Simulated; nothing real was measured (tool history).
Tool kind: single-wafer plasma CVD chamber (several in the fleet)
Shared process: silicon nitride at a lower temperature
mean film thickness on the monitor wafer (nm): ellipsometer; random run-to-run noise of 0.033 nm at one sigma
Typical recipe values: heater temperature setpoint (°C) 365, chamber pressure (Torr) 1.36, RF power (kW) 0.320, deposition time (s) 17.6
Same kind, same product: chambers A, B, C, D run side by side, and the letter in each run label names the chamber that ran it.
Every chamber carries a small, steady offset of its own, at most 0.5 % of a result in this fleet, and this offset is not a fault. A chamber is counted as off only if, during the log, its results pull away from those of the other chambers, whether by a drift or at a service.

run	hour	heater temperature setpoint (°C)	chamber pressure (Torr)	RF power (kW)	deposition time (s)	hours since the last thermocouple change	hours since the last RF generator calibration	hours since the last manometer calibration	read-back reference wafer on the same gauge, thickness_nm	mean film thickness on the monitor wafer (nm)
# hour 2.3: chamber A: capacitance manometer re-zeroed and calibrated
1B	5.6	365	1.36	0.320	17.6	620.8	1154.3	1050.7	21.896	20.518
2A	16.6	365	1.36	0.320	17.6	194.2	2051.7	14.3	21.895	20.509
3C	23.2	365	1.36	0.320	17.6	1181.8	540.4	2580.3	21.888	20.505
4D	35.4	365	1.36	0.320	17.6	1804.8	334.9	1468.7	21.879	20.489
5A	44.5	365	1.36	0.320	17.6	222.1	2079.6	42.2	21.884	20.447
# hour 44.8: chamber D: capacitance manometer re-zeroed and calibrated
6D	56.8	365	1.36	0.320	17.6	1826.2	356.3	12.1	21.888	20.503
7C	62.7	365	1.36	0.320	17.6	1221.3	579.9	2619.8	21.870	20.433
8B	70.5	365	1.36	0.320	17.6	685.7	1219.2	1115.6	21.872	20.483
9C	79.7	365	1.36	0.320	17.6	1238.3	596.9	2636.8	21.874	20.450
10B	86.2	352	1.57	0.320	17.6	701.4	1234.9	1131.3	21.865	21.352
11D	97.1	352	1.57	0.320	17.6	1866.5	396.6	52.4	21.870	21.392
12A	104.1	352	1.57	0.320	17.6	281.7	2139.2	101.8	21.863	21.455
13C	110.8	352	1.57	0.320	17.6	1269.4	628.0	2667.9	21.856	21.336
14D	121.2	365	1.36	0.320	17.6	1890.6	420.7	76.5	21.859	20.448
15B	133.0	365	1.36	0.320	17.6	748.2	1281.7	1178.1	21.852	20.392
16A	143.6	365	1.36	0.320	17.6	321.2	2178.7	141.3	21.854	20.464
17B	149.2	365	1.36	0.320	17.6	764.4	1297.9	1194.3	21.841	20.399
18A	160.3	360	1.36	0.320	16.4	337.9	2195.4	158.0	21.835	19.150
19C	166.9	360	1.36	0.320	16.4	1325.5	684.1	2724.0	21.830	19.037
20D	175.9	360	1.36	0.320	16.4	1945.3	475.4	131.2	21.833	19.105
21A	187.9	360	1.36	0.320	16.4	365.5	2223.0	185.6	21.834	19.134
22B	197.0	365	1.36	0.340	17.6	812.2	1345.7	1242.1	21.823	21.248
23C	206.5	365	1.36	0.340	17.6	1365.1	723.7	2763.6	21.821	21.223
24D	213.1	365	1.36	0.340	17.6	1982.5	512.6	168.4	21.821	21.193
25C	220.8	365	1.36	0.340	17.6	1379.4	738.0	2777.9	21.817	21.236
26D	228.3	365	1.36	0.320	17.6	1997.7	527.8	183.6	21.809	20.368
27A	239.1	360	1.36	0.320	17.6	416.7	2274.2	236.8	21.820	20.470
# hour 247.9: chamber B: RF generator calibrated
28B	250.6	360	1.36	0.320	17.6	865.8	2.7	1295.7	21.811	20.390
29B	262.0	360	1.36	0.320	17.6	877.2	14.1	1307.1	21.798	20.429
30C	273.7	360	1.36	0.320	17.6	1432.3	790.9	2830.8	21.803	20.401
31A	286.5	365	1.36	0.320	17.6	464.1	2321.6	284.2	21.799	20.485
32D	295.3	365	1.36	0.320	17.6	2064.7	594.8	250.6	21.789	20.382
33C	304.3	365	1.36	0.320	17.6	1462.9	821.5	2861.4	21.787	20.344
34A	315.0	365	1.36	0.320	17.6	492.6	2350.1	312.7	21.785	20.385
35B	322.1	365	1.36	0.320	17.6	937.3	74.2	1367.2	21.778	20.352
36D	329.2	365	1.36	0.320	17.6	2098.6	628.7	284.5	21.782	20.377
37C	339.4	365	1.36	0.320	17.6	1498.0	856.6	2896.5	21.770	20.308
38A	349.6	365	1.36	0.320	17.6	527.2	2384.7	347.3	21.764	20.414
# hour 352.2: chamber B: thermocouple changed; heater temperature recalibrated
39B	355.6	365	1.36	0.320	17.6	3.5	107.7	1400.7	21.768	20.355
40D	361.2	365	1.36	0.320	17.6	2130.6	660.7	316.5	21.769	20.286
41D	368.4	365	1.36	0.320	17.6	2137.8	667.9	323.7	21.767	20.337
# hour 369.0: chamber C: capacitance manometer re-zeroed and calibrated
42C	379.8	365	1.36	0.320	15.6	1538.4	897.0	10.9	21.761	18.017

Which is it: a chamber that has drifted or been left off by a service, a gauge drift common to all chambers, or only each chamber's usual small offset? If a chamber is off, name it and its likeliest cause.

The shared gauge is drifting. All chambers look as if they move in step, but none is off.
What lies behind it: gauge reads low (%) = 0.658.
